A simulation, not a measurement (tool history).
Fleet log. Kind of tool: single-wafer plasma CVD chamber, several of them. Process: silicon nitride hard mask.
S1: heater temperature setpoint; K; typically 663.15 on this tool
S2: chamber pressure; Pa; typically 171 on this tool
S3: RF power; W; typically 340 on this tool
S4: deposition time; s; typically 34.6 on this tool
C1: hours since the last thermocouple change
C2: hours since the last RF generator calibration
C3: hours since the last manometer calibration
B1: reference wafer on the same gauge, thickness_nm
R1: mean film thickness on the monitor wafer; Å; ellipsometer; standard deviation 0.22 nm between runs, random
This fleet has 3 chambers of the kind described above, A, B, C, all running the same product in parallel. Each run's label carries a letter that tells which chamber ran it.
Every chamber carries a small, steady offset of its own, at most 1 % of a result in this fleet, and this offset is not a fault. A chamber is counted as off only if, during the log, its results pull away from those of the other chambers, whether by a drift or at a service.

| run | hour | S1 | S2 | S3 | S4 | C1 | C2 | C3 | B1 | R1 |
|---|---|---|---|---|---|---|---|---|---|---|
| 1A | 8.4 | 663.15 | 171 | 340 | 34.6 | 608.3 | 193.1 | 391.8 | 33.443 | 410.65 |
| 2B | 14.8 | 663.15 | 171 | 340 | 34.6 | 394.7 | 665.7 | 315.9 | 33.506 | 401.91 |
| 3C | 24.2 | 663.15 | 171 | 340 | 34.6 | 599.7 | 135.9 | 947.9 | 33.504 | 405.59 |
| 4B | 30.1 | 663.15 | 171 | 340 | 34.6 | 410.0 | 681.0 | 331.2 | 33.556 | 400.72 |
| 5C | 37.4 | 663.15 | 171 | 340 | 34.6 | 612.9 | 149.1 | 961.1 | 33.524 | 406.11 |
| 6A | 44.9 | 663.15 | 203 | 380 | 34.6 | 644.8 | 229.6 | 428.3 | 33.495 | 460.03 |
| 7C | 50.5 | 663.15 | 203 | 380 | 34.6 | 626.0 | 162.2 | 974.2 | 33.504 | 457.49 |
| 8B | 58.9 | 663.15 | 203 | 380 | 34.6 | 438.8 | 709.8 | 360.0 | 33.497 | 458.10 |
| 9A | 69.4 | 663.15 | 171 | 340 | 34.6 | 669.3 | 254.1 | 452.8 | 33.478 | 409.67 |
| 10B | 78.1 | 663.15 | 171 | 340 | 34.6 | 458.0 | 729.0 | 379.2 | 33.511 | 403.97 |
| 11A | 84.1 | 663.15 | 171 | 340 | 34.6 | 684.0 | 268.8 | 467.5 | 33.497 | 405.19 |
| 12C | 94.2 | 663.15 | 171 | 340 | 34.6 | 669.7 | 205.9 | 1017.9 | 33.536 | 402.86 |
| 13B | 100.1 | 663.15 | 171 | 340 | 34.6 | 480.0 | 751.0 | 401.2 | 33.449 | 401.87 |
| 14A | 108.1 | 663.15 | 171 | 340 | 34.6 | 708.0 | 292.8 | 491.5 | 33.479 | 410.43 |
| 15C | 116.9 | 663.15 | 171 | 340 | 34.6 | 692.4 | 228.6 | 1040.6 | 33.474 | 407.54 |
| 16B | 127.3 | 663.15 | 171 | 340 | 34.6 | 507.2 | 778.2 | 428.4 | 33.485 | 405.73 |
| 17C | 136.1 | 663.15 | 171 | 340 | 34.6 | 711.6 | 247.8 | 1059.8 | 33.495 | 408.23 |
| 18A | 141.6 | 663.15 | 171 | 340 | 34.6 | 741.5 | 326.3 | 525.0 | 33.521 | 406.29 |
| 19C | 147.3 | 663.15 | 171 | 340 | 34.6 | 722.8 | 259.0 | 1071.0 | 33.515 | 406.86 |
| 20A | 153.5 | 663.15 | 171 | 340 | 34.6 | 753.4 | 338.2 | 536.9 | 33.499 | 408.37 |
| 21B | 162.8 | 663.15 | 171 | 340 | 34.6 | 542.7 | 813.7 | 463.9 | 33.501 | 401.32 |
| 22A | 167.5 | 663.15 | 171 | 340 | 34.6 | 767.4 | 352.2 | 550.9 | 33.483 | 406.64 |
| 23C | 174.2 | 663.15 | 189 | 340 | 34.6 | 749.7 | 285.9 | 1097.9 | 33.494 | 419.37 |
| 24B | 179.2 | 663.15 | 189 | 340 | 34.6 | 559.1 | 830.1 | 480.3 | 33.490 | 418.14 |
| 25B | 184.5 | 663.15 | 189 | 340 | 34.6 | 564.4 | 835.4 | 485.6 | 33.532 | 412.62 |
| 26A | 191.9 | 663.15 | 171 | 340 | 34.6 | 791.8 | 376.6 | 575.3 | 33.492 | 404.74 |
| 27C | 202.2 | 663.15 | 171 | 340 | 34.6 | 777.7 | 313.9 | 1125.9 | 33.508 | 403.39 |
| 28C | 211.3 | 663.15 | 171 | 340 | 34.6 | 786.8 | 323.0 | 1135.0 | 33.491 | 407.21 |
| 29A | 220.0 | 663.15 | 171 | 340 | 34.6 | 819.9 | 404.7 | 603.4 | 33.483 | 407.71 |

Which is it: a chamber that has drifted or been left off by a service, a gauge drift common to all chambers, or only each chamber's usual small offset? If a chamber is off, name it and its likeliest cause.

No chamber stands off beyond its own small offset, and the gauge holds steady.

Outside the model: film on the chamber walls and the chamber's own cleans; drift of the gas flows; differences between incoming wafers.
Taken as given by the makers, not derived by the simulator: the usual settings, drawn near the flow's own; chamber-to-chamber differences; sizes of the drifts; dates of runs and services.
